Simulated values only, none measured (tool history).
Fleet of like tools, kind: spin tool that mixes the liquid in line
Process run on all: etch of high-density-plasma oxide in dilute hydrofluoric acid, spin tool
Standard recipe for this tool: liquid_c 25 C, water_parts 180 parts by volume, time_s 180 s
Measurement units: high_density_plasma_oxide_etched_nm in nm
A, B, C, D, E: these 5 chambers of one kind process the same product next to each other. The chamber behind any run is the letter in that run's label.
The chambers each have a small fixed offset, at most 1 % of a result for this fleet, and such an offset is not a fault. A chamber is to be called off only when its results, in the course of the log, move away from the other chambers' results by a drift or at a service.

run     day  liquid_c  water_parts  time_s  hours since the thermometer was replaced  hours since the hydrofluoric acid flow meter was replaced  read-back film thickness of the high-density-plasma oxide reference wafer, read on the same gauge (nm)  high_density_plasma_oxide_etched_nm
 1D   0.358        25          180     180                                     331.7                                                     1486.5                                                                                                  149.98                               6.4091
      0.612  -- chamber B: hydrofluoric acid flow meter replaced
 2C   0.767        25          180     180                                    1678.6                                                      749.7                                                                                                  150.00                               6.2988
 3B   1.183        25          180     180                                     169.9                                                       13.8                                                                                                  149.99                               6.3241
 4A   1.679        25          180     180                                     430.8                                                      116.1                                                                                                  149.99                               6.3743
 5E   2.042        21          180     180                                    1428.5                                                     1287.3                                                                                                  150.00                               5.3524
 6D   2.654        21          180     180                                     386.8                                                     1541.6                                                                                                  150.01                               5.3942
 7E   3.279        21          180     180                                    1458.2                                                     1317.0                                                                                                  150.01                               5.3995
      3.712  -- chamber C: thermometer replaced
 8A   3.783        21          180     180                                     481.3                                                      166.6                                                                                                  150.00                               5.4629
 9B   4.400        21          180     180                                     247.1                                                       91.0                                                                                                  149.99                               5.4661
10C   4.958        25          180     180                                      30.0                                                      850.3                                                                                                  149.98                               6.2066
11A   5.467        25          180     180                                     521.7                                                      207.0                                                                                                  149.99                               6.3632
12D   6.088        25          180     180                                     469.2                                                     1624.0                                                                                                  150.01                               6.2894
13C   6.379        25          180     180                                      64.1                                                      884.4                                                                                                  149.99                               6.2710
14E   6.717        25          180     180                                    1540.7                                                     1399.5                                                                                                  150.00                               6.3339
15B   7.329        25          180     180                                     317.4                                                      161.3                                                                                                  149.99                               6.2340
16C   7.783        25          180     180                                      97.8                                                      918.1                                                                                                  150.00                               6.2596
17A   8.142        25          180     180                                     585.9                                                      271.2                                                                                                  149.99                               6.4447
18E   8.496        25          180     130                                    1583.4                                                     1442.2                                                                                                  150.00                               4.4552
19B   8.992        25          180     130                                     357.3                                                      201.2                                                                                                  150.00                               4.5941
20D   9.288        25          180     130                                     546.0                                                     1700.8                                                                                                  149.99                               4.5061
21E   9.921        25          180     130                                    1617.6                                                     1476.4                                                                                                  150.02                               4.4264
     10.246  -- chamber D: thermometer replaced
22C  10.521        25          180     130                                     163.5                                                      983.8                                                                                                  150.01                               4.5435
23A  11.112        25          180     180                                     657.2                                                      342.5                                                                                                  150.00                               6.2877
24B  11.542        25          180     180                                     418.5                                                      262.4                                                                                                  150.01                               6.2135
25D  12.067        25          240     180                                      43.8                                                     1767.5                                                                                                  150.01                               4.4474
26B  12.588        25          240     180                                     443.6                                                      287.5                                                                                                  150.02                               4.3247
27D  13.100        25          240     180                                      68.6                                                     1792.3                                                                                                  150.01                               4.4632
28A  13.704        25          240     180                                     719.4                                                      404.7                                                                                                  150.01                               4.4605
29C  14.300        25          240     180                                     254.2                                                     1074.5                                                                                                  149.99                               4.3899
30E  14.596        25          180     180                                    1729.8                                                     1588.6                                                                                                  150.01                               5.7721

The same settings go to every chamber for the next run, one line per chamber below. Forecast the results for each:
31A  15.071        25          180     180                                                                                                                                                                                                                                                 ?
31B  15.071        25          180     180                                                                                                                                                                                                                                                 ?
31C  15.071        25          180     180                                                                                                                                                                                                                                                 ?
31D  15.071        25          180     180                                                                                                                                                                                                                                                 ?
31E  15.071        25          180     180                                                                                                                                                                                                                                                 ?

run  high_density_plasma_oxide_etched_nm
31A                               6.4466
31B                               6.3807
31C                               6.1741
31D                               6.2862
31E                               5.7485

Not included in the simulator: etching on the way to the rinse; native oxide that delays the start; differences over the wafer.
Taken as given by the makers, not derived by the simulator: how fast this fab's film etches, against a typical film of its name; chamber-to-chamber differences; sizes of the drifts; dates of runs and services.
